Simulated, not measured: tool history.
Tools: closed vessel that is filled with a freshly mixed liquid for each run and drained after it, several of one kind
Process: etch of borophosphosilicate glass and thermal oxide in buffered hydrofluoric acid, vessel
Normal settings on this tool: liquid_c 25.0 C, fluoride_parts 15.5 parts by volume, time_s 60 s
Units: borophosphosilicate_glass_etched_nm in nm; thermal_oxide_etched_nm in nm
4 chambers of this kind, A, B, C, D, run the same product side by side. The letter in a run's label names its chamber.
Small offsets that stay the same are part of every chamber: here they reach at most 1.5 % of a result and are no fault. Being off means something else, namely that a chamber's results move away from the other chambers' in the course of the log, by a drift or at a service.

run,hour,liquid_c,fluoride_parts,time_s,hours since the thermometer was replaced,hours since the hydrofluoric acid flow meter was replaced,"read-back film thickness of the borophosphosilicate glass reference wafer, read on the same gauge (nm)","read-back film thickness of the thermal oxide reference wafer, read on the same gauge (nm)",borophosphosilicate_glass_etched_nm,thermal_oxide_etched_nm
1B,5.7,25.0,15.5,60,490.9,675.2,89.986,110.01,148.840,48.748
2C,16.1,25.0,15.5,60,127.4,84.6,89.988,109.98,149.160,48.705
3A,21.6,25.0,15.5,60,98.8,637.6,90.011,109.98,148.120,48.214
4D,32.6,25.0,15.5,60,151.8,1006.9,90.027,110.01,144.640,48.704
5C,43.8,25.0,15.5,60,155.1,112.3,90.016,110.01,148.410,48.097
6D,55.5,25.0,15.5,60,174.7,1029.8,90.021,109.96,146.420,48.881
7B,66.5,25.0,15.5,60,551.7,736.0,89.975,109.98,148.610,48.368
8A,73.5,25.0,15.5,60,150.7,689.5,89.989,109.97,148.240,48.293
9D,84.7,25.0,15.5,60,203.9,1059.0,89.976,109.99,145.540,49.153
10B,94.6,25.0,15.5,60,579.8,764.1,90.006,109.97,148.520,48.307
11A,103.1,25.0,15.5,60,180.3,719.1,89.995,109.99,148.810,48.570
12C,109.4,25.0,15.5,60,220.7,177.9,89.995,110.03,149.100,48.798
13A,115.7,25.0,15.5,60,192.9,731.7,90.029,109.98,148.920,48.300
14B,122.8,25.0,15.5,60,608.0,792.3,89.984,110.01,147.960,49.015
15D,130.2,25.0,15.5,60,249.4,1104.5,90.002,110.01,145.050,48.535
16C,136.2,25.0,15.5,75,247.5,204.7,89.987,110.02,185.200,60.911
17B,146.1,25.0,15.5,75,631.3,815.6,90.022,110.03,185.520,61.166
18A,156.6,25.0,15.5,75,233.8,772.6,89.983,109.95,186.380,60.040
19D,167.8,25.0,15.5,75,287.0,1142.1,90.004,109.96,182.110,59.834
20C,176.9,25.0,15.5,60,288.2,245.4,90.024,109.99,147.460,48.383
21B,184.4,25.0,15.5,45,669.6,853.9,89.988,110.00,111.690,36.534
22A,190.6,25.0,15.5,45,267.8,806.6,89.984,110.01,111.810,36.440
# hour 192.1: chamber D: hydrofluoric acid flow meter replaced
23C,198.6,25.0,15.5,45,309.9,267.1,89.981,109.94,111.290,36.700
24D,204.6,25.0,15.5,45,323.8,12.5,90.009,109.97,109.060,36.575
25B,212.6,25.0,15.5,60,697.8,882.1,90.002,110.02,148.230,48.772
26D,221.8,25.0,15.5,60,341.0,29.7,89.996,110.03,145.750,48.579
27A,228.2,25.0,15.5,60,305.4,844.2,90.024,110.01,147.680,48.795
28C,234.6,25.0,15.5,60,345.9,303.1,89.993,109.96,148.990,49.075
29B,246.3,25.0,15.5,60,731.5,915.8,89.981,109.98,149.040,48.880
30D,254.1,25.0,15.5,60,373.3,62.0,90.009,110.02,145.550,48.480
31C,259.6,25.0,15.5,60,370.9,328.1,90.014,109.98,147.660,48.583
32A,267.9,25.0,15.5,60,345.1,883.9,90.016,109.95,148.290,48.490
33D,273.6,25.0,15.5,60,392.8,81.5,90.024,110.01,145.400,48.559
34B,283.4,20.5,20.0,60,768.6,952.9,90.003,110.00,89.565,29.670
35C,288.5,20.5,20.0,60,399.8,357.0,90.011,109.98,89.826,29.414
36A,298.6,20.5,20.0,60,375.8,914.6,90.002,110.00,89.775,29.492
37C,309.2,20.5,20.0,60,420.5,377.7,89.987,109.97,89.718,29.815
38B,314.6,25.0,15.5,60,799.8,984.1,90.026,110.00,149.120,49.055
39D,321.4,25.0,15.5,60,440.6,129.3,89.986,110.02,144.770,49.108
40A,331.0,25.0,15.5,60,408.2,947.0,89.985,110.01,148.940,48.689
41A,338.6,25.0,15.5,60,415.8,954.6,89.994,109.97,148.270,48.495

For the next run the whole fleet of 4 chambers uses the same settings. Give each chamber's results:
42A,347.1,29.0,15.5,60,,,,,?,?
42B,347.1,29.0,15.5,60,,,,,?,?
42C,347.1,29.0,15.5,60,,,,,?,?
42D,347.1,29.0,15.5,60,,,,,?,?

run,borophosphosilicate_glass_etched_nm,thermal_oxide_etched_nm
42A,183.580,60.396
42B,183.790,60.296
42C,183.160,60.303
42D,178.850,60.513

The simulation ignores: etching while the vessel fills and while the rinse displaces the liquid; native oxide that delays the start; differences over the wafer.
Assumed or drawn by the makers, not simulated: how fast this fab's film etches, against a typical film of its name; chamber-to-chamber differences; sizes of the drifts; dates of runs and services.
